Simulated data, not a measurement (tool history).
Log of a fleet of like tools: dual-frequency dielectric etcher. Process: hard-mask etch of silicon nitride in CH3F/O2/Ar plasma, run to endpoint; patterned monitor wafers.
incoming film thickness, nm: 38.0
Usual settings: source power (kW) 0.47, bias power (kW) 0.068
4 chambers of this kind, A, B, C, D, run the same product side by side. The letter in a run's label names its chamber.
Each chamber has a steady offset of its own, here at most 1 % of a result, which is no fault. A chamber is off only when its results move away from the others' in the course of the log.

run,hour,source power (kW),bias power (kW),hours since the last wet clean,hours since the last source power generator calibration,hours since the last bias power generator calibration,endpoint time (s)
1A,7.6,0.47,0.068,231.8,1021.5,729.8,53.218
2C,19.6,0.47,0.068,265,2105.7,340.4,52.673
3D,29.7,0.47,0.068,278.7,1608.6,1524.7,53.216
4B,35.8,0.47,0.068,240.8,886.3,1976.7,52.92
5C,42,0.47,0.068,287.4,2128.1,362.8,52.907
6A,50.8,0.47,0.068,275,1064.7,773,52.929
7D,63.4,0.47,0.083,312.4,1642.3,1558.4,49.897
8B,72.1,0.47,0.083,277.1,922.6,2013,49.253
9D,85.1,0.47,0.083,334.1,1664,1580.1,49.602
10C,91.9,0.47,0.083,337.3,2178,412.7,49.359
# hour 98.5: chamber B: bias power generator calibrated
11B,104.1,0.43,0.068,309.1,954.6,5.6,54.296
12A,115.1,0.43,0.068,339.3,1129,837.3,54.477
13D,121.7,0.43,0.068,370.7,1700.6,1616.7,54.922
14C,131.7,0.43,0.068,377.1,2217.8,452.5,54.931
15A,142,0.47,0.068,366.2,1155.9,864.2,52.458
16B,148.3,0.47,0.068,353.3,998.8,49.8,52.564
17B,159.1,0.47,0.068,364.1,1009.6,60.6,52.485
18A,171.8,0.47,0.068,396,1185.7,894,52.48
19D,183.2,0.47,0.068,432.2,1762.1,1678.2,53.005
20C,196.5,0.47,0.068,441.9,2282.6,517.3,53.077
# hour 202.3: chamber D: wet clean of the chamber
21B,204.4,0.47,0.068,409.4,1054.9,105.9,52.483
22C,212.9,0.56,0.068,458.3,2299,533.7,49.24
23D,219.1,0.56,0.068,16.9,1798,1714.1,49.985
24A,230.7,0.56,0.068,454.9,1244.6,952.9,48.502
25D,239.6,0.56,0.068,37.4,1818.5,1734.6,49.565
26A,246.7,0.47,0.068,470.9,1260.6,968.9,51.736
27C,258,0.47,0.068,503.4,2344.1,578.8,53.134
# hour 258.5: chamber C: wet clean of the chamber
28B,267.7,0.47,0.068,472.7,1118.2,169.2,52.38
29B,274.9,0.47,0.068,479.9,1125.4,176.4,52.764
30A,286.8,0.47,0.068,511,1300.7,1009,50.932
31D,299.8,0.47,0.068,97.6,1878.7,1794.8,52.802
32C,308.6,0.47,0.068,50.2,2394.7,629.4,53.205
33B,319.5,0.47,0.068,524.5,1170,221,52.097
34C,330.5,0.47,0.068,72.1,2416.6,651.3,53.102
35A,340.7,0.47,0.068,564.9,1354.6,1062.9,51.038
36D,353.5,0.47,0.068,151.3,1932.4,1848.5,52.907
37D,363.4,0.47,0.068,161.2,1942.3,1858.4,53.333
38C,372.3,0.47,0.068,113.9,2458.4,693.1,53.468

Is one chamber off against the others, does the gauge drift, or is nothing wrong? If a chamber is off, say which, and what the likeliest cause is.

Chamber A drifts away from the others.
Cause: etch rate over this chamber's usual, % = 5.42.

Here are 4 candidates for chamber A's next run, each the usual settings with a change, their results left as question marks. Which one brings its results back in line with what the others give on the usual settings?
In line means no further than this from the other chambers' mean on the usual settings: endpoint time (s) 0.94
39A-1,382.1,0.47,0.054,,,,?
39A-2,382.1,0.43,0.064,,,,?
39A-3,382.1,0.53,0.075,,,,?
39A-4,382.1,0.53,0.068,,,,?

The other chambers' mean on the usual settings: endpoint time (s) 52.854
run,endpoint time (s)
39A-1,54.13
39A-2,52.997
39A-3,46.402
39A-4,47.957
39A-2 brings the chamber back in line.
